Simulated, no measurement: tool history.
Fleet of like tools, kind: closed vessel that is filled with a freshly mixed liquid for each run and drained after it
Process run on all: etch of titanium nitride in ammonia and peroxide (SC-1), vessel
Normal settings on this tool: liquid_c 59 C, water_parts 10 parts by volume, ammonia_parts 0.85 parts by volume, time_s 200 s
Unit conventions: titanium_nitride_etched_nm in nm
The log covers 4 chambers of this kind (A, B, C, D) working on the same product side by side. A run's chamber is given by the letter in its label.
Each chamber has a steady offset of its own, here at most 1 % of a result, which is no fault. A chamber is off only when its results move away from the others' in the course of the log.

run   hour  liquid_c  water_parts  ammonia_parts  time_s  read-back film thickness of the titanium nitride reference wafer, read on the same gauge (nm)  titanium_nitride_etched_nm
 1A   15.3        59           10           0.85     200                                                                                         100.01                      26.461
 2B   23.6        59           10           0.85     200                                                                                         100.02                      26.992
 3D     37        59           10           0.85     200                                                                                         99.998                      26.509
 4C   49.6        59           10           0.85     200                                                                                            100                      26.459
 5A     62        59           10            1.1     200                                                                                            100                      27.724
      63.1  -- chamber D: new drum of ammonia solution connected
 6D     73        59           10            1.1     200                                                                                         99.998                      27.732
 7C   82.4        59           10            1.1     200                                                                                         100.02                      27.807
 8B   90.5        59           10            1.1     200                                                                                         100.03                      27.452
 9A  103.6        59           10            1.2     135                                                                                         99.996                          19
10B    120        59           10            1.2     135                                                                                            100                      19.209
11C  134.3        59           10            1.2     135                                                                                            100                      18.805
12D  143.5        59           10            1.2     135                                                                                            100                      18.646
13D    156      51.5           10           0.85     155                                                                                         99.999                      12.174
     165.5  -- chamber B: ammonia flow meter replaced
14C  170.1      51.5           10           0.85     155                                                                                         100.01                      12.193
15B  185.3      51.5           10           0.85     155                                                                                          99.99                      12.526
16A  194.5      51.5           10           0.85     155                                                                                         99.992                      12.481
17A  209.6        59           10           0.85     200                                                                                         99.959                       26.74
18B    218        59           10           0.85     200                                                                                         100.02                      27.083
19C  227.1        59           10           0.85     200                                                                                         100.01                      25.479
20D  238.2        59           10           0.85     200                                                                                         100.02                      26.637
       247  -- chamber C: new drum of ammonia solution connected
21C  247.1        59           10           0.85     200                                                                                         99.994                      25.193
22A  256.3        59           10           0.85     200                                                                                         99.993                       26.68
23B  271.4        59           10           0.85     200                                                                                         99.982                      26.793
24D  284.8        59           10           0.85     200                                                                                         100.01                      26.888
25D  292.9        59           10           0.85     200                                                                                         100.02                       26.68
26B  307.4      65.5         12.5           0.85     200                                                                                         100.02                      36.167

All 4 chambers run these settings next. Forecast each chamber's results:
27A  319.3        59           10           0.85     200                                                                                                                          ?
27B  319.3        59           10           0.85     200                                                                                                                          ?
27C  319.3        59           10           0.85     200                                                                                                                          ?
27D  319.3        59           10           0.85     200                                                                                                                          ?

run  titanium_nitride_etched_nm
27A                        26.7
27B                       26.34
27C                      24.287
27D                      26.338
